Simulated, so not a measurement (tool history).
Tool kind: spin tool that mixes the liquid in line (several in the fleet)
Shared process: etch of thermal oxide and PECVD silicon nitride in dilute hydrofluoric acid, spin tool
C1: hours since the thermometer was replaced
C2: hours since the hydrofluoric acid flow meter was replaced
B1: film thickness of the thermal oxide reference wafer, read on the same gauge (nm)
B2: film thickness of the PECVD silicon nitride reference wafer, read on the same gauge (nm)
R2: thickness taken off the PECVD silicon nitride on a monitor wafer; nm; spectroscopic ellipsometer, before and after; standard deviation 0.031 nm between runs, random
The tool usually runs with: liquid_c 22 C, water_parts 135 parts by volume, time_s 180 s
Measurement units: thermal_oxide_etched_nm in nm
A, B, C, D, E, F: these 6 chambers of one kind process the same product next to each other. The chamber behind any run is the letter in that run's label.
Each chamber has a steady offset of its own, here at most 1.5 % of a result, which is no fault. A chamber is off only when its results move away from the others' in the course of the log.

run 1D day=0.512 | liquid_c=22 water_parts=135 time_s=180 | C1=692.1 C2=2143.3 | B1=130.01 B2=49.981 | thermal_oxide_etched_nm=5.9015 R2=5.8907
run 2E day=1.008 | liquid_c=22 water_parts=135 time_s=180 | C1=2334.9 C2=398.4 | B1=129.99 B2=50.003 | thermal_oxide_etched_nm=5.8546 R2=5.7856
run 3C day=1.475 | liquid_c=22 water_parts=135 time_s=180 | C1=119.6 C2=1311 | B1=130.04 B2=49.983 | thermal_oxide_etched_nm=5.7825 R2=5.8651
run 4B day=1.883 | liquid_c=22 water_parts=135 time_s=180 | C1=747.2 C2=1035.3 | B1=130.01 B2=50.015 | thermal_oxide_etched_nm=5.6425 R2=5.8562
-- day=2.138 chamber E: hydrofluoric acid flow meter replaced
run 5F day=2.367 | liquid_c=22 water_parts=75 time_s=180 | C1=520.6 C2=556.6 | B1=129.99 B2=50.002 | thermal_oxide_etched_nm=11.184 R2=10.252
run 6A day=2.629 | liquid_c=22 water_parts=75 time_s=180 | C1=728.4 C2=312 | B1=129.96 B2=50.021 | thermal_oxide_etched_nm=11.091 R2=10.576
run 7A day=2.904 | liquid_c=22 water_parts=75 time_s=180 | C1=735 C2=318.6 | B1=130.01 B2=49.999 | thermal_oxide_etched_nm=11.232 R2=10.541
run 8F day=3.204 | liquid_c=22 water_parts=75 time_s=180 | C1=540.7 C2=576.7 | B1=130 B2=50.011 | thermal_oxide_etched_nm=11.404 R2=10.291
run 9D day=3.504 | liquid_c=22 water_parts=75 time_s=180 | C1=763.9 C2=2215.1 | B1=129.98 B2=49.999 | thermal_oxide_etched_nm=11.247 R2=10.353
run 10E day=4.004 | liquid_c=22 water_parts=75 time_s=180 | C1=2406.8 C2=44.8 | B1=129.98 B2=49.984 | thermal_oxide_etched_nm=11.035 R2=10.313
-- day=4.333 chamber B: hydrofluoric acid flow meter replaced
run 11B day=4.379 | liquid_c=22 water_parts=135 time_s=180 | C1=807.1 C2=1.1 | B1=130.03 B2=50.007 | thermal_oxide_etched_nm=5.6638 R2=5.8419
run 12C day=4.654 | liquid_c=22 water_parts=135 time_s=180 | C1=195.9 C2=1387.3 | B1=130.04 B2=49.995 | thermal_oxide_etched_nm=5.7519 R2=5.9533
run 13B day=5.096 | liquid_c=22 water_parts=135 time_s=180 | C1=824.3 C2=18.3 | B1=129.97 B2=49.992 | thermal_oxide_etched_nm=5.6578 R2=5.8937
run 14A day=5.621 | liquid_c=22 water_parts=135 time_s=180 | C1=800.2 C2=383.8 | B1=130.01 B2=49.994 | thermal_oxide_etched_nm=5.9008 R2=5.9903
-- day=5.729 chamber D: thermometer replaced
run 15C day=5.862 | liquid_c=22 water_parts=135 time_s=180 | C1=224.9 C2=1416.3 | B1=130 B2=50.012 | thermal_oxide_etched_nm=5.8122 R2=5.8745
run 16D day=6.125 | liquid_c=22 water_parts=135 time_s=180 | C1=9.6 C2=2278 | B1=129.98 B2=50.015 | thermal_oxide_etched_nm=5.8243 R2=5.8862
run 17E day=6.467 | liquid_c=22 water_parts=135 time_s=180 | C1=2465.9 C2=103.9 | B1=129.99 B2=50.014 | thermal_oxide_etched_nm=5.7307 R2=5.8291
-- day=6.788 chamber D: hydrofluoric acid flow meter replaced
run 18F day=6.938 | liquid_c=22 water_parts=135 time_s=180 | C1=630.3 C2=666.3 | B1=130 B2=50.003 | thermal_oxide_etched_nm=5.796 R2=5.8456
run 19C day=7.333 | liquid_c=22 water_parts=135 time_s=180 | C1=260.2 C2=1451.6 | B1=130.02 B2=50.021 | thermal_oxide_etched_nm=5.7457 R2=5.9023
run 20E day=7.675 | liquid_c=22 water_parts=135 time_s=180 | C1=2494.9 C2=132.9 | B1=129.94 B2=50.002 | thermal_oxide_etched_nm=5.8075 R2=5.8523
run 21A day=8.121 | liquid_c=22 water_parts=135 time_s=180 | C1=860.2 C2=443.8 | B1=129.98 B2=50.007 | thermal_oxide_etched_nm=5.9753 R2=6.0889
run 22D day=8.642 | liquid_c=22 water_parts=135 time_s=180 | C1=70 C2=44.5 | B1=129.99 B2=49.998 | thermal_oxide_etched_nm=5.7014 R2=5.9007
run 23F day=9.017 | liquid_c=22 water_parts=135 time_s=180 | C1=680.2 C2=716.2 | B1=129.98 B2=50.006 | thermal_oxide_etched_nm=5.8051 R2=5.8019
run 24B day=9.417 | liquid_c=22 water_parts=135 time_s=180 | C1=928 C2=122 | B1=130.01 B2=50.023 | thermal_oxide_etched_nm=5.7777 R2=5.7962
run 25A day=9.808 | liquid_c=22 water_parts=135 time_s=180 | C1=900.7 C2=484.3 | B1=129.98 B2=49.991 | thermal_oxide_etched_nm=6.0083 R2=6.1207
run 26B day=10.304 | liquid_c=22 water_parts=135 time_s=180 | C1=949.3 C2=143.3 | B1=130 B2=50.033 | thermal_oxide_etched_nm=5.6864 R2=5.81
run 27C day=10.725 | liquid_c=25.5 water_parts=195 time_s=180 | C1=341.6 C2=1533 | B1=130.02 B2=49.998 | thermal_oxide_etched_nm=4.2539 R2=5.1778
run 28D day=10.971 | liquid_c=25.5 water_parts=195 time_s=180 | C1=125.9 C2=100.4 | B1=129.97 B2=49.998 | thermal_oxide_etched_nm=4.2931 R2=5.084
run 29E day=11.388 | liquid_c=25.5 water_parts=195 time_s=180 | C1=2584 C2=222 | B1=130.02 B2=50.002 | thermal_oxide_etched_nm=4.285 R2=5.0769
run 30F day=11.717 | liquid_c=25.5 water_parts=195 time_s=180 | C1=745 C2=781 | B1=129.97 B2=50.013 | thermal_oxide_etched_nm=4.2924 R2=5.0592
run 31D day=12.058 | liquid_c=25.5 water_parts=195 time_s=180 | C1=152 C2=126.5 | B1=129.99 B2=49.989 | thermal_oxide_etched_nm=4.2471 R2=5.1523
-- day=12.321 chamber C: hydrofluoric acid flow meter replaced
-- day=12.367 chamber E: thermometer replaced
run 32E day=12.488 | liquid_c=25.5 water_parts=195 time_s=180 | C1=3 C2=248.4 | B1=130 B2=50.021 | thermal_oxide_etched_nm=4.3119 R2=5.0742
run 33A day=12.971 | liquid_c=22 water_parts=135 time_s=180 | C1=976.6 C2=560.2 | B1=130.03 B2=50.001 | thermal_oxide_etched_nm=6.1271 R2=6.2425
run 34F day=13.375 | liquid_c=22 water_parts=135 time_s=180 | C1=784.8 C2=820.8 | B1=129.99 B2=49.997 | thermal_oxide_etched_nm=5.8603 R2=5.7756
run 35B day=13.733 | liquid_c=22 water_parts=135 time_s=180 | C1=1031.6 C2=225.6 | B1=130 B2=50.01 | thermal_oxide_etched_nm=5.7237 R2=5.8515
run 36C day=14.117 | liquid_c=22 water_parts=135 time_s=180 | C1=423 C2=43.2 | B1=130 B2=49.986 | thermal_oxide_etched_nm=5.8029 R2=5.8729

Is one chamber out of step, is the gauge drifting, or do the chambers differ by no more than their own small offsets? For an off chamber, give its letter and the likeliest cause.

Little by little, chamber A moves away from the other chambers.
Most likely cause: hydrofluoric acid flow above the setpoint (%) = 6.47.

Chamber A could run next with any of the 4 candidate recipes listed below; each alters the usual settings, and their results appear as question marks. Which one brings its results back in line with what the other chambers deliver on the usual settings?
To be in line, a result may differ from the other chambers' mean on the usual settings by at most: thermal_oxide_etched_nm 0.19 nm; R2 0.11 nm
run 37A-1 day=14.504 | liquid_c=22 water_parts=140 time_s=175 | thermal_oxide_etched_nm=? R2=?
run 37A-2 day=14.504 | liquid_c=22 water_parts=135 time_s=175 | thermal_oxide_etched_nm=? R2=?
run 37A-3 day=14.504 | liquid_c=22 water_parts=130 time_s=185 | thermal_oxide_etched_nm=? R2=?
run 37A-4 day=14.504 | liquid_c=22 water_parts=135 time_s=185 | thermal_oxide_etched_nm=? R2=?

Usual-settings mean across the other chambers: thermal_oxide_etched_nm 5.7729 nm; R2 5.8555 nm
run=37A-1 thermal_oxide_etched_nm=5.7476 R2=5.8851
run=37A-2 thermal_oxide_etched_nm=5.9911 R2=6.0983
run=37A-3 thermal_oxide_etched_nm=6.6111 R2=6.6893
run=37A-4 thermal_oxide_etched_nm=6.3335 R2=6.4468
37A-1 brings the chamber back in line.

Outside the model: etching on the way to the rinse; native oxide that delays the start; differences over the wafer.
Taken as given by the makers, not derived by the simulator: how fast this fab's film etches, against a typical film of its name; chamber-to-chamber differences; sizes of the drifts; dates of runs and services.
